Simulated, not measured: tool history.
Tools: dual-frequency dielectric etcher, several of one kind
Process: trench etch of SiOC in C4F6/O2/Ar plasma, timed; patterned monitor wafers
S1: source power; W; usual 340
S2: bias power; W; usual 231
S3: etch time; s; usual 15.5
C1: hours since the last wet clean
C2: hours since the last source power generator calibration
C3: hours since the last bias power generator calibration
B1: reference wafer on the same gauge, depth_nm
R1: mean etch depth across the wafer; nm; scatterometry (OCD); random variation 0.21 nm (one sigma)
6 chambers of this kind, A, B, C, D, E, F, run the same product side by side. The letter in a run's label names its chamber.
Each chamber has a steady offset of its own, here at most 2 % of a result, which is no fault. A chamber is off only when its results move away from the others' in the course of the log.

run	hour	S1	S2	S3	C1	C2	C3	B1	R1
1D	5.5	340	231	15.5	342.6	428.0	63.3	37.231	33.008
2F	11.7	340	231	15.5	337.1	370.6	1186.4	37.225	32.617
3B	16.9	340	231	15.5	235.9	899.8	54.9	37.234	33.174
4C	22.6	340	231	15.5	176.1	2260.9	2181.6	37.264	33.147
5E	29.9	340	231	15.5	520.4	1309.1	1587.1	37.140	32.446
6A	34.3	340	231	15.5	336.6	52.1	3914.6	37.224	32.844
7C	39.9	340	231	15.5	193.4	2278.2	2198.9	37.193	32.623
8E	44.7	340	231	15.5	535.2	1323.9	1601.9	37.232	32.219
9A	51.5	340	231	15.5	353.8	69.3	3931.8	37.145	33.083
10D	55.8	340	231	15.5	392.9	478.3	113.6	37.168	32.916
# hour 62.4: chamber F: wet clean of the chamber
11B	65.1	340	231	15.5	284.1	948.0	103.1	37.183	32.509
12F	74.6	340	231	15.5	12.2	433.5	1249.3	37.223	32.564
13F	79.8	340	231	15.5	17.4	438.7	1254.5	37.159	32.900
14B	85.2	290	231	14.0	304.2	968.1	123.2	37.169	27.581
15C	90.8	290	231	14.0	244.3	2329.1	2249.8	37.172	27.766
# hour 91.3: chamber E: wet clean of the chamber
16A	96.4	290	231	14.0	398.7	114.2	3976.7	37.228	27.848
# hour 101.3: chamber A: wet clean of the chamber
17D	102.9	290	231	14.0	440.0	525.4	160.7	37.128	27.869
18E	108.2	290	231	14.0	17.0	1387.4	1665.4	37.185	26.049
# hour 109.9: chamber C: source power generator calibrated
19D	112.6	290	231	14.0	449.7	535.1	170.4	37.210	28.190
20F	121.8	290	231	15.5	59.4	480.7	1296.5	37.200	31.484
21C	126.5	290	231	15.5	280.0	16.6	2285.5	37.236	30.997
22A	131.9	290	231	15.5	30.7	149.7	4012.2	37.230	30.470
23E	141.0	290	231	15.5	49.8	1420.2	1698.2	37.219	28.884
24B	147.6	290	231	15.5	366.6	1030.5	185.6	37.258	31.166
# hour 148.6: chamber D: wet clean of the chamber
25F	153.7	290	231	15.5	91.3	512.6	1328.4	37.194	31.000
26C	162.7	340	231	15.5	316.2	52.8	2321.7	37.236	33.153
27E	171.5	340	231	12.5	80.3	1450.7	1728.7	37.186	24.896
28B	179.4	340	231	12.5	398.4	1062.3	217.4	37.198	26.523
29D	185.4	340	231	12.5	36.9	607.9	243.2	37.219	26.475
30A	192.2	340	231	12.5	91.0	210.0	4072.5	37.296	26.539
31E	197.2	340	231	12.5	106.0	1476.4	1754.4	37.220	24.865
32A	206.9	340	231	12.5	105.7	224.7	4087.2	37.273	26.609
33D	213.5	340	231	15.5	65.0	636.0	271.3	37.206	32.704
34C	223.2	340	231	15.5	376.7	113.3	2382.2	37.160	33.117
35B	228.8	340	231	15.5	447.8	1111.7	266.8	37.205	32.866
36F	233.3	340	231	15.5	170.9	592.2	1408.0	37.216	33.171
37F	240.6	340	231	15.5	178.2	599.5	1415.3	37.150	33.015
38B	247.5	340	231	15.5	466.5	1130.4	285.5	37.234	32.891
# hour 254.0: chamber E: bias power generator calibrated
39A	254.1	340	231	15.5	152.9	271.9	4134.4	37.162	33.061
40C	262.9	340	231	15.5	416.4	153.0	2421.9	37.211	32.606
# hour 270.2: chamber B: wet clean of the chamber
41E	270.6	340	231	15.5	179.4	1549.8	16.7	37.165	30.498
42D	280.3	390	209	15.5	131.8	702.8	338.1	37.170	33.834
43B	288.6	390	209	15.5	18.5	1171.5	326.6	37.220	33.622
44C	293.2	390	209	15.5	446.7	183.3	2452.2	37.244	33.329

What goes on in this fleet: one chamber off, a drifting gauge, or nothing beyond the chambers' own small offsets? Name the chamber and the cause, if any.

A service left chamber E off against the others.
Cause: etch rate under this chamber's usual, % = 4.68.

Here are 4 candidates for chamber E's next run, each the usual settings with a change, their results left as question marks. Which one brings its results back in line with what the others give on the usual settings?
In line means no further than this from the other chambers' mean on the usual settings: R1 0.730 nm
45E-1	300.4	330	225	14.0					?
45E-2	300.4	340	227	14.5					?
45E-3	300.4	370	253	15.5					?
45E-4	300.4	400	271	15.5					?

The other chambers' mean on the usual settings: R1 32.919 nm
run	R1
45E-1	27.243
45E-2	28.623
45E-3	32.767
45E-4	34.547
45E-3 brings the chamber back in line.
